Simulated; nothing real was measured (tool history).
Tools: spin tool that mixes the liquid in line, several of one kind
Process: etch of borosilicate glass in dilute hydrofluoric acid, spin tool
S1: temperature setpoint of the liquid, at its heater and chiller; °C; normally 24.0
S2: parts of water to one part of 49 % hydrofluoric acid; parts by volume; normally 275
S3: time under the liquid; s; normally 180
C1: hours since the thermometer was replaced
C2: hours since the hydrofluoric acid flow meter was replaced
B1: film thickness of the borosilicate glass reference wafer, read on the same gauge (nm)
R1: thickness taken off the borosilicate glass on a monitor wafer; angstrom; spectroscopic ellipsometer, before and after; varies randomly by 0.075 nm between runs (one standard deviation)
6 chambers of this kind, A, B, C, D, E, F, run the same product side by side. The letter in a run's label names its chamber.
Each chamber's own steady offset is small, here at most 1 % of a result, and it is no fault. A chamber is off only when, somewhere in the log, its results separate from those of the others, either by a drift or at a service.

Run 1E, hour 4.9: usual settings; C1 754.5; C2 452.6; B1 139.94. Result: R1 171.10 angstrom.
Run 2A, hour 10.0: usual settings; C1 2517.2; C2 354.3; B1 140.01. Result: R1 172.42 angstrom.
Run 3C, hour 16.3: usual settings; C1 1451.4; C2 2072.2; B1 140.00. Result: R1 172.97 angstrom.
Run 4F, hour 24.8: usual settings; C1 756.2; C2 353.5; B1 140.03. Result: R1 169.68 angstrom.
Run 5D, hour 32.5: usual settings; C1 433.6; C2 126.0; B1 140.01. Result: R1 172.04 angstrom.
Run 6B, hour 40.0: usual settings; C1 522.5; C2 1652.1; B1 139.98. Result: R1 173.14 angstrom.
Run 7B, hour 47.0: usual settings; C1 529.5; C2 1659.1; B1 140.04. Result: R1 171.65 angstrom.
Run 8A, hour 51.2: usual settings; C1 2558.4; C2 395.5; B1 139.97. Result: R1 171.43 angstrom.
Run 9D, hour 56.4: usual settings but S1 28.5 °C, S2 165 parts by volume; C1 457.5; C2 149.9; B1 139.96. Result: R1 384.21 angstrom.
Run 10C, hour 61.3: usual settings but S1 28.5 °C, S2 165 parts by volume; C1 1496.4; C2 2117.2; B1 140.00. Result: R1 388.31 angstrom.
Run 11F, hour 65.2: usual settings but S1 28.5 °C, S2 165 parts by volume; C1 796.6; C2 393.9; B1 140.02. Result: R1 381.46 angstrom.
Run 12E, hour 73.6: usual settings but S1 28.5 °C, S2 165 parts by volume; C1 823.2; C2 521.3; B1 140.04. Result: R1 378.80 angstrom.
Run 13C, hour 82.0: usual settings but S1 28.5 °C, S2 165 parts by volume; C1 1517.1; C2 2137.9; B1 140.02. Result: R1 388.77 angstrom.
Run 14E, hour 87.5: usual settings but S1 28.5 °C, S2 165 parts by volume; C1 837.1; C2 535.2; B1 139.97. Result: R1 377.68 angstrom.
At hour 92.2: chamber E: hydrofluoric acid flow meter replaced.
Run 15B, hour 94.6: usual settings but S2 165 parts by volume; C1 577.1; C2 1706.7; B1 140.03. Result: R1 328.91 angstrom.
Run 16A, hour 101.7: usual settings but S2 165 parts by volume; C1 2608.9; C2 446.0; B1 139.96. Result: R1 326.09 angstrom.
Run 17D, hour 108.3: usual settings but S2 165 parts by volume; C1 509.4; C2 201.8; B1 139.98. Result: R1 324.34 angstrom.
Run 18F, hour 115.6: usual settings but S2 165 parts by volume; C1 847.0; C2 444.3; B1 140.02. Result: R1 324.71 angstrom.
Run 19C, hour 122.6: usual settings but S2 165 parts by volume; C1 1557.7; C2 2178.5; B1 139.99. Result: R1 328.43 angstrom.
Run 20D, hour 127.2: usual settings but S2 165 parts by volume; C1 528.3; C2 220.7; B1 140.01. Result: R1 321.44 angstrom.
Run 21A, hour 134.8: usual settings; C1 2642.0; C2 479.1; B1 140.02. Result: R1 172.18 angstrom.
Run 22F, hour 139.9: usual settings but S1 28.0 °C; C1 871.3; C2 468.6; B1 139.98. Result: R1 199.10 angstrom.
Run 23B, hour 144.3: usual settings but S1 28.0 °C; C1 626.8; C2 1756.4; B1 140.04. Result: R1 197.39 angstrom.
At hour 151.4: chamber E: thermometer replaced.
Run 24E, hour 152.3: usual settings but S1 28.0 °C; C1 0.9; C2 60.2; B1 140.04. Result: R1 196.58 angstrom.
Run 25A, hour 157.4: usual settings but S1 28.0 °C; C1 2664.6; C2 501.7; B1 140.00. Result: R1 197.70 angstrom.
At hour 160.0: chamber C: hydrofluoric acid flow meter replaced.
Run 26B, hour 164.1: usual settings but S1 28.0 °C; C1 646.6; C2 1776.2; B1 139.97. Result: R1 197.55 angstrom.
At hour 166.9: chamber B: hydrofluoric acid flow meter replaced.
Run 27F, hour 171.9: usual settings but S1 28.0 °C; C1 903.3; C2 500.6; B1 140.00. Result: R1 201.95 angstrom.
Run 28D, hour 177.3: usual settings; C1 578.4; C2 270.8; B1 140.00. Result: R1 172.01 angstrom.
Run 29E, hour 185.4: usual settings but S2 185 parts by volume, S3 285 s; C1 34.0; C2 93.3; B1 139.98. Result: R1 439.82 angstrom.
At hour 190.5: chamber C: thermometer replaced.
Run 30C, hour 192.1: usual settings but S2 185 parts by volume, S3 285 s; C1 1.6; C2 32.1; B1 139.96. Result: R1 448.87 angstrom.
Run 31B, hour 196.9: usual settings but S2 185 parts by volume, S3 285 s; C1 679.4; C2 30.0; B1 139.99. Result: R1 451.44 angstrom.
Run 32F, hour 202.8: usual settings but S2 185 parts by volume, S3 285 s; C1 934.2; C2 531.5; B1 140.01. Result: R1 460.78 angstrom.
Run 33C, hour 207.3: usual settings but S2 185 parts by volume, S3 285 s; C1 16.8; C2 47.3; B1 140.03. Result: R1 450.34 angstrom.
Run 34D, hour 215.3: usual settings but S2 185 parts by volume, S3 285 s; C1 616.4; C2 308.8; B1 139.94. Result: R1 444.53 angstrom.
Run 35E, hour 220.2: usual settings; C1 68.8; C2 128.1; B1 139.97. Result: R1 171.92 angstrom.
Run 36A, hour 225.9: usual settings; C1 2733.1; C2 570.2; B1 140.01. Result: R1 170.81 angstrom.
Run 37C, hour 234.4: usual settings; C1 43.9; C2 74.4; B1 140.01. Result: R1 172.77 angstrom.
Run 38D, hour 239.7: usual settings; C1 640.8; C2 333.2; B1 140.00. Result: R1 174.26 angstrom.

Does one chamber stand apart from the rest, does the shared gauge drift, or is all well apart from small per-chamber offsets? Give the chamber and the most likely cause, where there is one.

Chamber F drifts away from the others.
Likeliest cause: hydrofluoric acid flow above the setpoint (%) = 5.1.
From this log alone, it may not be told apart from: liquid hotter than its thermometer reads (K).

Below are 4 candidate recipes for chamber F's next run, each the usual settings with a change, their results shown as question marks. Which of them brings F's results back in line with what the other chambers give on the usual settings?
In-line tolerance around the mean of the other chambers on the usual settings: R1 2.60 angstrom
Run 39F-1, hour 245.9: usual settings but S3 190 s. Result: R1 ?.
Run 39F-2, hour 245.9: usual settings but S1 21.5 °C. Result: R1 ?.
Run 39F-3, hour 245.9: usual settings but S2 265 parts by volume, S3 190 s. Result: R1 ?.
Run 39F-4, hour 245.9: usual settings but S1 22.5 °C. Result: R1 ?.

Average result of the remaining chambers running the usual settings: R1 172.33 angstrom
  run      R1
39F-1  192.41
39F-2  166.44
39F-3  201.70
39F-4  172.68
39F-4 puts the chamber back in line with the other chambers.
